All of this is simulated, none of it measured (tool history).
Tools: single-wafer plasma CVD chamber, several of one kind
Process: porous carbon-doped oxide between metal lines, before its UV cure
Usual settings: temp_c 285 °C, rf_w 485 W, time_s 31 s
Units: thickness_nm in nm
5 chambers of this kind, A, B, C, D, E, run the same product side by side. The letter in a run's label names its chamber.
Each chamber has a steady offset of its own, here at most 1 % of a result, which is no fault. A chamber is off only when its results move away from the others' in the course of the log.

run,day,temp_c,rf_w,time_s,hours since the last thermocouple change,hours since the last RF generator calibration,"read-back reference wafer on the same gauge, thickness_nm",thickness_nm
1C,0.354,285,485,31,374.3,822,159.96,178.55
2E,0.704,285,485,31,561.5,410.7,159.92,180.01
3D,1.083,285,485,31,819.8,403.5,159.93,179.44
4A,1.438,285,485,31,1441.3,684.6,159.96,181.47
5B,2.004,285,485,31,1538.3,1406.3,160.02,179.45
6A,2.442,285,485,31,1465.4,708.7,159.96,180.3
7B,2.967,285,485,31,1561.4,1429.4,160.04,180.04
8E,3.4,285,485,31,626.2,475.4,160.18,178.99
9C,3.896,285,485,31,459.3,907,159.88,179.75
# day 4.312: chamber A: thermocouple changed; heater temperature recalibrated
10D,4.333,285,485,33.1,897.8,481.5,159.87,191.6
11B,4.592,285,485,33.1,1600.4,1468.4,160.12,190.6
12C,4.971,285,485,33.1,485.1,932.8,159.99,191.41
13A,5.262,285,485,33.1,22.8,776.4,159.91,194
14E,5.721,285,485,33.1,681.9,531.1,159.9,191.51
15D,6.058,285,485,31,939.2,522.9,159.96,179.5
16C,6.346,285,485,31,518.1,965.8,160.03,180.06
17A,6.696,285,485,31,57.2,810.8,160.04,179.52
18E,7.054,285,485,31,713.9,563.1,159.88,180.04
19D,7.383,285,485,31,971,554.7,160.02,180.66
20B,7.938,285,485,35.3,1680.7,1548.7,160.14,202.67
21C,8.35,285,485,35.3,566.2,1013.9,160.05,204.1
22E,8.917,285,485,35.3,758.6,607.8,159.9,205.24
23A,9.212,285,485,35.3,117.6,871.2,159.99,204.29
24D,9.742,285,485,35.3,1027.6,611.3,160.08,205.39
25B,10.121,285,485,31,1733.1,1601.1,160.08,178.94
26A,10.538,285,485,31,149.4,903,159.98,179.93
27C,10.946,285,485,31,628.5,1076.2,160.12,178.47
28E,11.517,285,485,31,821,670.2,160.02,181.51
# day 11.633: chamber B: RF generator calibrated
29D,12.054,285,485,31,1083.1,666.8,160.2,179.47
30B,12.538,285,485,31,1791.1,21.7,160.08,179.82
31C,13.017,285,485,31,678.2,1125.9,159.94,178.54
32E,13.475,285,485,31,868,717.2,160.11,179.08
33A,13.829,285,485,31,228.4,982,160.18,180.81
34B,14.079,285,485,31,1828.1,58.7,160.06,179.9
35D,14.462,285,485,31,1140.9,724.6,159.97,180.14
36D,14.996,285,485,31,1153.7,737.4,159.79,180.77
37A,15.517,285,485,31,268.9,1022.5,159.91,181.3

All 5 chambers run these settings next. Forecast each chamber's results:
38A,15.929,299,485,31,,,,?
38B,15.929,299,485,31,,,,?
38C,15.929,299,485,31,,,,?
38D,15.929,299,485,31,,,,?
38E,15.929,299,485,31,,,,?

run,thickness_nm
38A,165.65
38B,165.58
38C,165.63
38D,164.51
38E,165.6
